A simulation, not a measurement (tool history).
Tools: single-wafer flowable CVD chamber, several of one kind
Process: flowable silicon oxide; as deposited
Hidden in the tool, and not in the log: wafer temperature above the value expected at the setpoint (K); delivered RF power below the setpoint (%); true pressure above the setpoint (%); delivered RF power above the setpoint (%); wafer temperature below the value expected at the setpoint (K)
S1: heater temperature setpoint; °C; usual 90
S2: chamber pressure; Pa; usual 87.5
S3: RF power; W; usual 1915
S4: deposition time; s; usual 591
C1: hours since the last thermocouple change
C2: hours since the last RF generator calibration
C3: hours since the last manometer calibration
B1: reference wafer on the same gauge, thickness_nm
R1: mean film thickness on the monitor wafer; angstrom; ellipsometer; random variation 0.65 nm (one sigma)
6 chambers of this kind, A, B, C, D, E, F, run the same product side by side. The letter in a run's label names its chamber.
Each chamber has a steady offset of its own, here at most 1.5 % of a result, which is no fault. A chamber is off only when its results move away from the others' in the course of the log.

run   hour  S1     S2    S3   S4      C1      C2      C3      B1      R1
 1A    6.8  90   87.5  1915  591   926.6   232.7   254.0  406.84  3806.0
 2C   14.5  90   87.5  1915  591   365.6  2244.3    65.9  407.19  3759.4
 3D   20.9  90   87.5  1915  591   209.6   142.9   948.5  407.15  3835.8
      24.7  -- chamber D: capacitance manometer re-zeroed and calibrated
 4F   28.8  90   87.5  1915  591   593.4   425.8   185.3  407.35  3823.7
 5E   34.1  90   87.5  1915  591   886.9    65.6  1430.4  407.61  3821.0
 6B   40.5  90   87.5  1915  591   983.4   609.9  1188.4  407.50  3773.9
 7D   48.2  90   87.5  1915  591   236.9   170.2    23.5  407.39  3839.3
 8C   53.2  90   87.5  1915  591   404.3  2283.0   104.6  407.54  3766.0
 9B   57.8  90   87.5  1915  591  1000.7   627.2  1205.7  407.70  3766.0
10F   66.4  90   87.5  1915  591   631.0   463.4   222.9  407.56  3823.3
11A   74.5  90  107.6  1915  591   994.3   300.4   321.7  407.74  5030.6
12E   82.6  90  107.6  1915  591   935.4   114.1  1478.9  407.94  5039.7
13E   89.9  90  107.6  1915  591   942.7   121.4  1486.2  408.13  5041.6
14D   97.8  90  107.6  1915  591   286.5   219.8    73.1  408.01  5077.4
15B  104.4  90  107.6  1915  591  1047.3   673.8  1252.3  408.07  4968.4
16C  112.5  90  107.6  1915  591   463.6  2342.3   163.9  408.19  4937.8
17F  116.8  90   87.5  1675  554   681.4   513.8   273.3  408.27  3467.0
18A  122.9  90   87.5  1675  554  1042.7   348.8   370.1  408.16  3459.3
19D  129.7  90   87.5  1675  554   318.4   251.7   105.0  408.31  3486.7
20E  136.8  90   87.5  1675  554   989.6   168.3  1533.1  408.39  3469.3
21F  142.4  90   87.5  1675  554   707.0   539.4   298.9  408.47  3473.3
     145.6  -- chamber C: RF generator calibrated
22A  150.5  90   87.5  1675  554  1070.3   376.4   397.7  408.62  3465.4
23B  155.9  90   87.5  1915  591  1098.8   725.3  1303.8  408.64  3779.7
24C  163.5  90   87.5  1915  591   514.6    18.0   214.9  408.55  3778.6
25D  170.3  90   87.5  1915  591   359.0   292.3   145.6  408.92  3860.8
26A  178.7  90   87.5  1915  591  1098.5   404.6   425.9  408.87  3835.7
27B  187.0  90   87.5  1915  591  1129.9   756.4  1334.9  408.90  3795.4
28C  194.6  90   87.5  1915  591   545.7    49.1   246.0  409.17  3779.1
29F  202.4  90   87.5  1915  591   767.0   599.4   358.9  408.88  3828.5
30E  210.0  90   87.5  1915  591  1062.8   241.5  1606.3  409.13  3832.3
31D  217.9  90   87.5  1915  591   406.6   339.9   193.2  409.26  3869.7
32B  225.5  90   87.5  1915  591  1168.4   794.9  1373.4  409.29  3787.0
33A  230.1  90   87.5  1915  591  1149.9   456.0   477.3  409.36  3835.5
34E  238.7  90   87.5  1915  591  1091.5   270.2  1635.0  409.49  3835.1
35C  245.0  90   87.5  1915  591   596.1    99.5   296.4  409.50  3783.5
36F  253.6  90   87.5  1915  591   818.2   650.6   410.1  409.57  3846.4
37D  262.2  90   87.5  1915  591   450.9   384.2   237.5  409.66  3863.1
38C  267.0  90   87.5  1915  591   618.1   121.5   318.4  409.76  3789.9
39E  274.9  90   87.5  1915  591  1127.7   306.4  1671.2  409.78  3817.6

What goes on in this fleet: one chamber off, a drifting gauge, or nothing beyond the chambers' own small offsets? Name the chamber and the cause, if any.

The gauge drifts, so all chambers seem to drift together. No chamber is off.
Cause: gauge reads high (%) = 0.7.
